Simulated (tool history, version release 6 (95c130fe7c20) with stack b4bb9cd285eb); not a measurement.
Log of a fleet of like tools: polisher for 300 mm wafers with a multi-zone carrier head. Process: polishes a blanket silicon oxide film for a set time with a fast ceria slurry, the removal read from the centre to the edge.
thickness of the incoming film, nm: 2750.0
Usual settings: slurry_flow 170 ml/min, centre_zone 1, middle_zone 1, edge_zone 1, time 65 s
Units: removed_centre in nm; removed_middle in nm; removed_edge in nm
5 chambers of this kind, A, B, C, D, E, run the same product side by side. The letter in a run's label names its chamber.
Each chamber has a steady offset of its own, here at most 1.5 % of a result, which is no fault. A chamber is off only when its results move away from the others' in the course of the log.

run	hour	slurry_flow	centre_zone	middle_zone	edge_zone	time	wafers polished on this pad	hours since the slurry nozzle was cleaned	hours since the centre zone pressure was calibrated	hours since the edge zone pressure was calibrated	removed_centre	removed_middle	removed_edge
# hour 2.7: chamber E: slurry nozzle cleaned
1A	3	170	1	1	1	65	501	205	678.6	971	960.98	960.71	948.44
# hour 3.7: chamber D: worn pad replaced by a new one
# hour 4.3: chamber E: worn pad replaced by a new one
2C	9.5	170	1	1	1	65	1097	102.1	1515	419.6	976.06	968.78	982.5
# hour 10.4: chamber A: centre zone pressure recalibrated
# hour 11.3: chamber C: centre zone pressure recalibrated
3D	13.9	170	1	1	1	65	136	93.2	93.9	718.2	958.19	952.18	972.17
# hour 16.9: chamber B: worn pad replaced by a new one
4E	19.2	170	1	1	1	65	198	16.5	294.1	1139.9	980.68	975.31	969.83
5B	22.5	170	1	1	1	65	74	180.6	168.4	556.1	969.9	965.16	978.94
6D	25.7	170	1	1	1	65	293	105	105.7	730	960.86	979.22	952.47
7C	28.5	170	1	1	1	65	1349	121.1	17.3	438.6	980.05	948.43	981.64
# hour 29.8: chamber C: worn pad replaced by a new one
8E	34.7	170	1	1	1	65	404	32	309.6	1155.4	980.76	952.86	972.43
9B	41	170	1	1	1	65	320	199.1	186.9	574.6	950.76	957.34	970.38
10A	46.6	170	1	1	1	65	1080	248.6	36.3	1014.6	975.29	962.11	955.08
11E	51.9	170	1	1	1	65	632	49.2	326.8	1172.6	963.13	961.32	972.16
12C	56.8	170	1	1	1	65	359	149.4	45.6	466.9	970.77	967.25	978.31
# hour 60.8: chamber A: slurry nozzle cleaned
13A	62.5	170	1	1.04	1	65	1291	1.7	52.2	1030.5	972.95	1010.6	947.73
# hour 65.2: chamber A: worn pad replaced by a new one
14D	67.3	170	1	1.04	1	65	845	146.6	147.3	771.6	962.48	988.81	969.74
# hour 70.7: chamber E: worn pad replaced by a new one
15B	73.3	170	1	1.04	1	65	748	231.4	219.2	606.9	982.02	1010.1	956.1
16E	76.3	170	1	1.04	1	65	74	73.6	351.2	1197	958.87	990.14	966.02
17B	82.1	170	1	1.04	1	65	865	240.2	228	615.7	957.38	1011.5	971.11
# hour 83.2: chamber B: worn pad replaced by a new one
18C	87.8	170	1	1	1	65	770	180.4	76.6	497.9	981.87	953.83	968.75
19A	90.8	170	1	1	1	65	339	30	80.5	1058.8	976.18	952.17	946.32
20D	95.2	170	0.94	0.93	1	65	1215	174.5	175.2	799.5	904.86	900.3	970.11
21A	98.4	170	0.94	0.93	1	65	440	37.6	88.1	1066.4	916.33	906.84	958.81
22B	103	170	0.94	0.93	1	65	263	261.1	248.9	636.6	902.9	909.66	972.1
23E	108.8	170	0.94	0.93	1	65	506	106.1	383.7	1229.5	897.72	904.52	979.48
24D	115.1	170	0.94	0.93	1	65	1479	194.4	195.1	819.4	890.54	907.37	957.59
# hour 115.5: chamber D: worn pad replaced by a new one
25C	121.4	170	0.89	1	1.1	65	1216	214	110.2	531.5	851.4	970.69	1038.6
26B	126.6	170	0.89	1	1.1	65	576	284.7	272.5	660.2	847.17	953.66	1023.2
27D	130.9	170	0.89	1	1.1	65	205	210.2	210.9	835.2	842.34	963.67	1023.5
# hour 133.4: chamber C: worn pad replaced by a new one
# hour 135.5: chamber E: worn pad replaced by a new one
28A	135.5	170	0.89	1	1.1	65	933	74.7	125.2	1103.5	844.46	962.76	1008.1
# hour 137.1: chamber B: worn pad replaced by a new one
29C	140.6	170	0.89	1	1.1	65	96	233.2	129.4	550.7	868.21	970.85	1018.2
30E	143.5	170	1	1	1	65	107	140.8	418.4	1264.2	970.98	977.67	971.07
31C	147.8	170	1	0.96	1	81	191	240.4	136.6	557.9	1238.3	1160.8	1217.4
32A	151.7	170	1	0.96	1	81	1148	90.9	141.4	1119.7	1210	1168.8	1191.3
33E	156.9	170	1	0.96	1	81	285	154.2	431.8	1277.6	1193.3	1175.8	1203
# hour 160.8: chamber A: worn pad replaced by a new one
34B	160.8	170	1	0.96	1	81	315	318.9	306.7	694.4	1204.1	1153.6	1222.1
35D	163.6	170	1	0.96	1	81	639	242.9	243.6	867.9	1197.9	1145.9	1213.5
36E	168	170	1	1	1	65	432	165.3	442.9	1288.7	949.33	980.75	981.6
37D	172.4	170	1	1	1	65	755	251.7	252.4	876.7	956.67	975.82	979.87
38A	176.6	170	1	1	1	65	210	115.8	166.3	1144.6	953.55	953.65	953.26

Is one chamber off against the others, does the gauge drift, or is nothing wrong? If a chamber is off, say which, and what the likeliest cause is.

No chamber stands off beyond its own small offset, and the gauge holds steady.
